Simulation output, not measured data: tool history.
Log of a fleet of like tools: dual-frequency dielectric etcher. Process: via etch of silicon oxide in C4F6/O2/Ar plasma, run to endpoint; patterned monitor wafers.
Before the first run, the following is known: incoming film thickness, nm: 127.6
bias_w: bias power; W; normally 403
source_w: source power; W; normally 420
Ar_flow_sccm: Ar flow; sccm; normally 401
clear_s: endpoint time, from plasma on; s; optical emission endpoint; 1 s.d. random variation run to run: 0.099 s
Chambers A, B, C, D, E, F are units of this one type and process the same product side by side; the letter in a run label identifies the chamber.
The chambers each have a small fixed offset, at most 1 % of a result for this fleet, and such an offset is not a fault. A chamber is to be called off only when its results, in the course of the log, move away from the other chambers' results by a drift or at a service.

run	day	bias_w	source_w	Ar_flow_sccm	clear_s
1F	0.096	403	420	401	30.727
2C	0.271	403	420	401	31.069
3B	0.458	403	420	401	30.919
4E	0.571	403	420	401	30.769
5A	0.658	403	420	401	30.896
6D	0.838	403	420	401	30.864
7E	1.025	476	420	401	28.776
8C	1.112	476	420	401	29.317
9B	1.204	476	420	401	29.150
10F	1.392	476	420	401	28.944
11A	1.500	476	420	401	28.857
12D	1.621	476	420	401	28.734
13B	1.729	403	420	401	30.908
14F	1.867	403	420	401	30.711
15C	1.996	403	420	401	31.251
16E	2.125	403	420	401	30.773
17D	2.288	358	420	352	31.636
18A	2.446	358	420	352	31.714
# day 2.483: chamber C: bias power generator calibrated
19E	2.588	358	420	352	31.941
20D	2.779	358	420	352	31.590
# day 2.800: chamber F: wet clean of the chamber
# day 2.929: chamber E: source power generator calibrated
21A	2.967	358	420	352	31.646
22C	3.154	358	420	352	31.888
23B	3.296	403	420	401	30.861
24F	3.479	403	420	401	31.019
25D	3.658	403	420	401	30.962
26C	3.788	468	420	442	29.715
27B	3.954	468	420	442	29.571
28A	4.100	468	420	442	29.505
29F	4.283	468	420	442	29.353
30E	4.446	468	420	442	29.509
31C	4.550	468	420	442	29.936
32B	4.717	403	420	401	30.700
33F	4.817	475	420	401	29.003
34E	4.925	475	420	401	29.065
35D	5.021	475	420	401	28.870
36A	5.200	475	420	401	29.005
37D	5.371	475	420	401	29.190
38C	5.533	475	420	401	29.240
39B	5.625	403	420	401	30.790
40A	5.738	403	420	401	30.602
41E	5.896	332	420	401	32.935
42F	6.067	332	420	401	33.067

What goes on in this fleet: one chamber off, a drifting gauge, or nothing beyond the chambers' own small offsets? Name the chamber and the cause, if any.

Nothing is wrong: each chamber keeps only its own small, steady offset and the gauge holds still.
